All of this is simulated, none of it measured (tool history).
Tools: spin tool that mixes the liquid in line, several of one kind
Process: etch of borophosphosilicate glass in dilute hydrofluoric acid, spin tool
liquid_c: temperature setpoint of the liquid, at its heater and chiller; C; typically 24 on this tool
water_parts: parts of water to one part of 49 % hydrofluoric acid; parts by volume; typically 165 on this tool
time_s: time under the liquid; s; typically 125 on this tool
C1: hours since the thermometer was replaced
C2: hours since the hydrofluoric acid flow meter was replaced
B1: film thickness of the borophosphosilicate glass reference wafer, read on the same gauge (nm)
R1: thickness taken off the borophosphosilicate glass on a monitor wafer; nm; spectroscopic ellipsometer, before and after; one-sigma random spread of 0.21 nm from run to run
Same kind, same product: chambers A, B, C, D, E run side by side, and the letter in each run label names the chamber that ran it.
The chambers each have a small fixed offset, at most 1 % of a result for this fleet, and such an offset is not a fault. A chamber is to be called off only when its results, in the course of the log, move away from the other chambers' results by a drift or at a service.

run 1B hour=7.6 | liquid_c=24 water_parts=165 time_s=125 | C1=61.9 C2=824 | B1=110 | R1=42.446
run 2C hour=15.6 | liquid_c=24 water_parts=165 time_s=125 | C1=1074.6 C2=457.6 | B1=110.01 | R1=42.029
run 3A hour=22.6 | liquid_c=24 water_parts=165 time_s=125 | C1=948.8 C2=171.4 | B1=110.02 | R1=42.451
run 4E hour=27.9 | liquid_c=24 water_parts=165 time_s=125 | C1=857.9 C2=82.8 | B1=110 | R1=43.028
run 5D hour=34.9 | liquid_c=24 water_parts=165 time_s=125 | C1=1084.5 C2=565.2 | B1=110 | R1=41.886
run 6E hour=44.9 | liquid_c=24 water_parts=165 time_s=125 | C1=874.9 C2=99.8 | B1=110 | R1=43.031
-- hour=54.2 chamber C: hydrofluoric acid flow meter replaced
run 7C hour=54.2 | liquid_c=24 water_parts=205 time_s=125 | C1=1113.2 C2=0 | B1=109.97 | R1=32.701
run 8D hour=64.4 | liquid_c=24 water_parts=205 time_s=125 | C1=1114 C2=594.7 | B1=110 | R1=32.637
run 9A hour=74 | liquid_c=24 water_parts=205 time_s=125 | C1=1000.2 C2=222.8 | B1=110.01 | R1=32.465
-- hour=76.3 chamber D: hydrofluoric acid flow meter replaced
run 10B hour=82.8 | liquid_c=24 water_parts=205 time_s=125 | C1=137.1 C2=899.2 | B1=109.98 | R1=32.486
run 11B hour=91.1 | liquid_c=24 water_parts=205 time_s=125 | C1=145.4 C2=907.5 | B1=109.98 | R1=32.237
run 12A hour=97.3 | liquid_c=24 water_parts=165 time_s=125 | C1=1023.5 C2=246.1 | B1=110 | R1=42.248
run 13D hour=104.1 | liquid_c=24 water_parts=165 time_s=125 | C1=1153.7 C2=27.8 | B1=110 | R1=42.162
run 14C hour=108.7 | liquid_c=24 water_parts=235 time_s=75 | C1=1167.7 C2=54.5 | B1=109.99 | R1=16.478
run 15E hour=116.3 | liquid_c=24 water_parts=235 time_s=75 | C1=946.3 C2=171.2 | B1=109.98 | R1=16.761
run 16C hour=126.3 | liquid_c=24 water_parts=235 time_s=75 | C1=1185.3 C2=72.1 | B1=109.99 | R1=16.545
run 17A hour=134.4 | liquid_c=24 water_parts=235 time_s=75 | C1=1060.6 C2=283.2 | B1=110 | R1=16.465
run 18B hour=143.9 | liquid_c=24 water_parts=235 time_s=75 | C1=198.2 C2=960.3 | B1=109.98 | R1=16.172
run 19E hour=149.2 | liquid_c=24 water_parts=165 time_s=125 | C1=979.2 C2=204.1 | B1=109.99 | R1=42.882
run 20D hour=159.3 | liquid_c=24 water_parts=165 time_s=125 | C1=1208.9 C2=83 | B1=110.01 | R1=42.075
run 21C hour=165.1 | liquid_c=24 water_parts=165 time_s=125 | C1=1224.1 C2=110.9 | B1=110.04 | R1=42.322
run 22A hour=173.3 | liquid_c=24 water_parts=165 time_s=125 | C1=1099.5 C2=322.1 | B1=109.98 | R1=41.817
run 23B hour=180.3 | liquid_c=24 water_parts=165 time_s=125 | C1=234.6 C2=996.7 | B1=110.01 | R1=41.701
run 24D hour=188.2 | liquid_c=24 water_parts=165 time_s=125 | C1=1237.8 C2=111.9 | B1=110.01 | R1=42.552
run 25E hour=194.6 | liquid_c=24 water_parts=165 time_s=125 | C1=1024.6 C2=249.5 | B1=109.99 | R1=42.63
run 26D hour=200.4 | liquid_c=24 water_parts=165 time_s=125 | C1=1250 C2=124.1 | B1=110 | R1=42.161
run 27C hour=206.9 | liquid_c=24 water_parts=165 time_s=160 | C1=1265.9 C2=152.7 | B1=109.99 | R1=53.881
run 28B hour=212.7 | liquid_c=24 water_parts=165 time_s=160 | C1=267 C2=1029.1 | B1=110 | R1=51.731
run 29A hour=218.3 | liquid_c=24 water_parts=165 time_s=160 | C1=1144.5 C2=367.1 | B1=110 | R1=54.4
run 30E hour=227.2 | liquid_c=24 water_parts=165 time_s=160 | C1=1057.2 C2=282.1 | B1=109.99 | R1=54.334
run 31D hour=235.1 | liquid_c=24 water_parts=165 time_s=160 | C1=1284.7 C2=158.8 | B1=110 | R1=54.152
run 32A hour=244.2 | liquid_c=24 water_parts=165 time_s=125 | C1=1170.4 C2=393 | B1=110.02 | R1=42.39
run 33B hour=251.1 | liquid_c=24 water_parts=165 time_s=70 | C1=305.4 C2=1067.5 | B1=109.99 | R1=22.956
run 34E hour=256.4 | liquid_c=24 water_parts=165 time_s=70 | C1=1086.4 C2=311.3 | B1=110.01 | R1=23.793
run 35C hour=264.7 | liquid_c=24 water_parts=165 time_s=70 | C1=1323.7 C2=210.5 | B1=110.01 | R1=23.554
run 36B hour=273.7 | liquid_c=24 water_parts=165 time_s=70 | C1=328 C2=1090.1 | B1=109.98 | R1=22.548
run 37A hour=279.7 | liquid_c=24 water_parts=165 time_s=70 | C1=1205.9 C2=428.5 | B1=110 | R1=23.527
run 38D hour=289.6 | liquid_c=24 water_parts=165 time_s=125 | C1=1339.2 C2=213.3 | B1=109.99 | R1=41.94
run 39C hour=299.5 | liquid_c=21.5 water_parts=205 time_s=125 | C1=1358.5 C2=245.3 | B1=110.02 | R1=29.641

Has any chamber moved away from the others, gradually or after a service, or does the common gauge drift, or do the chambers differ only by their own small steady offsets? State the chamber and the most likely cause if one applies.

One chamber, B, drifts off from the rest bit by bit.
Cause: hydrofluoric acid flow below the setpoint (%) = 4.33.
Not necessarily distinguishable in this log from: liquid colder than its thermometer reads (K).

Which of the 4 candidates below, each the usual settings with something changed and its results left as question marks, puts chamber B back in line with what the other chambers give on the usual settings?
Counts as in line when no further than this from what the other chambers average on the usual settings: R1 0.74 nm
run 40B-1 hour=306.9 | liquid_c=24 water_parts=160 time_s=130 | R1=?
run 40B-2 hour=306.9 | liquid_c=22.5 water_parts=165 time_s=125 | R1=?
run 40B-3 hour=306.9 | liquid_c=24 water_parts=165 time_s=115 | R1=?
run 40B-4 hour=306.9 | liquid_c=25.5 water_parts=165 time_s=125 | R1=?

Other chambers, usual settings, mean: R1 42.315 nm
run=40B-1 R1=43.482
run=40B-2 R1=38.108
run=40B-3 R1=37.084
run=40B-4 R1=42.6
Change 40B-4 lands the chamber within the allowed miss of the other chambers.
